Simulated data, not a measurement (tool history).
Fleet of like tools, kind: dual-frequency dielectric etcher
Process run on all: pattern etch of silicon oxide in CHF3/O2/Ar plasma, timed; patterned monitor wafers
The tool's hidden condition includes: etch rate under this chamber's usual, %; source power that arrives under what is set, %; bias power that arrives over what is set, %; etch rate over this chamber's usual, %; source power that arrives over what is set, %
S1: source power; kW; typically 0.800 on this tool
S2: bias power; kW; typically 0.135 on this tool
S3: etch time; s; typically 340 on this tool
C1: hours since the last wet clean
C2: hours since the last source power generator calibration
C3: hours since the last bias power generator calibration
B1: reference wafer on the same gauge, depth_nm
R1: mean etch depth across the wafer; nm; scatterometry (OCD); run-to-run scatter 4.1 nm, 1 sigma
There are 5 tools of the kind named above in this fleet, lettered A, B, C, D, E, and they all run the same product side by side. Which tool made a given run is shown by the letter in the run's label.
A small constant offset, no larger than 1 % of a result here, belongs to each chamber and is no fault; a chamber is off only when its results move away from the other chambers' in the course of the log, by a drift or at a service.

run   hour     S1     S2   S3     C1      C2      C3      B1      R1
 1C   16.0  0.800  0.135  340  296.0   696.6  1780.9  640.80  685.99
 2D   24.6  0.800  0.135  340  283.1   825.4  3356.8  641.36  682.87
 3E   37.5  0.800  0.135  340  685.4  2575.2   487.3  642.69  684.09
 4A   50.1  0.800  0.135  340  337.4   744.3  4247.5  642.53  681.32
 5B   58.3  0.800  0.135  373  161.4  1492.7  2621.3  640.95  750.44
      62.6  -- chamber E: wet clean of the chamber
 6A   71.5  0.800  0.135  373  358.8   765.7  4268.9  642.47  745.73
      71.7  -- chamber D: wet clean of the chamber
 7C   79.9  0.800  0.135  373  359.9   760.5  1844.8  642.02  757.02
 8B   95.4  0.800  0.135  373  198.5  1529.8  2658.4  641.65  755.19
     107.5  -- chamber E: source power generator calibrated
 9E  111.3  0.800  0.135  373   48.7     3.8   561.1  641.68  759.76
10D  125.8  0.800  0.135  340   54.2   926.6  3458.0  641.39  678.72
11D  139.8  0.800  0.135  340   68.2   940.6  3472.0  641.70  680.55
12B  156.2  0.870  0.135  437  259.3  1590.6  2719.2  641.55  913.95
13A  170.6  0.870  0.135  437  457.9   864.8  4368.0  641.92  886.12
14C  177.8  0.870  0.135  437  457.8   858.4  1942.7  642.30  909.46
15E  186.5  0.870  0.135  437  123.9    79.0   636.3  642.30  915.63
16D  199.3  0.870  0.135  437  127.7  1000.1  3531.5  641.68  912.08
17A  212.8  0.800  0.135  340  500.1   907.0  4410.2  641.47  664.69
18B  222.0  0.800  0.135  340  325.1  1656.4  2785.0  641.85  690.97
19E  235.3  0.800  0.135  340  172.7   127.8   685.1  641.95  680.67
20C  251.1  0.670  0.109  340  531.1   931.7  2016.0  642.35  594.34
     255.7  -- chamber C: wet clean of the chamber
21A  261.4  0.670  0.109  340  548.7   955.6  4458.8  642.22  582.05
22C  272.1  0.670  0.109  340   16.4   952.7  2037.0  642.07  593.16
23D  282.5  0.670  0.109  340  210.9  1083.3  3614.7  642.64  594.88
24B  289.8  0.670  0.109  340  392.9  1724.2  2852.8  641.87  603.54
25E  304.7  0.800  0.135  340  242.1   197.2   754.5  642.63  690.97
26C  312.0  0.800  0.135  340   56.3   992.6  2076.9  641.94  686.52
27B  321.7  0.800  0.135  340  424.8  1756.1  2884.7  641.02  694.41
28D  333.7  0.800  0.135  340  262.1  1134.5  3665.9  641.00  677.63
29A  347.0  0.800  0.158  340  634.3  1041.2  4544.4  641.45  686.17
30E  356.2  0.800  0.158  340  293.6   248.7   806.0  641.88  729.38
31A  371.2  0.800  0.158  340  658.5  1065.4  4568.6  642.00  683.60
32B  384.1  0.800  0.158  340  487.2  1818.5  2947.1  642.65  734.32
33E  395.5  0.800  0.158  340  332.9   288.0   845.3  643.70  721.48
34C  404.7  0.800  0.135  340  149.0  1085.3  2169.6  641.06  681.29
35D  416.2  0.800  0.135  340  344.6  1217.0  3748.4  641.24  674.96
36C  432.5  0.800  0.135  340  176.8  1113.1  2197.4  642.02  681.10

Next, all 5 chambers run the settings below, one line each with question marks for the results. What does each chamber give?
37A  444.3  0.800  0.135  340                   ?
37B  444.3  0.800  0.135  340                   ?
37C  444.3  0.800  0.135  340                   ?
37D  444.3  0.800  0.135  340                   ?
37E  444.3  0.800  0.135  340                   ?

run      R1
37A  640.89
37B  700.19
37C  682.59
37D  675.96
37E  685.50
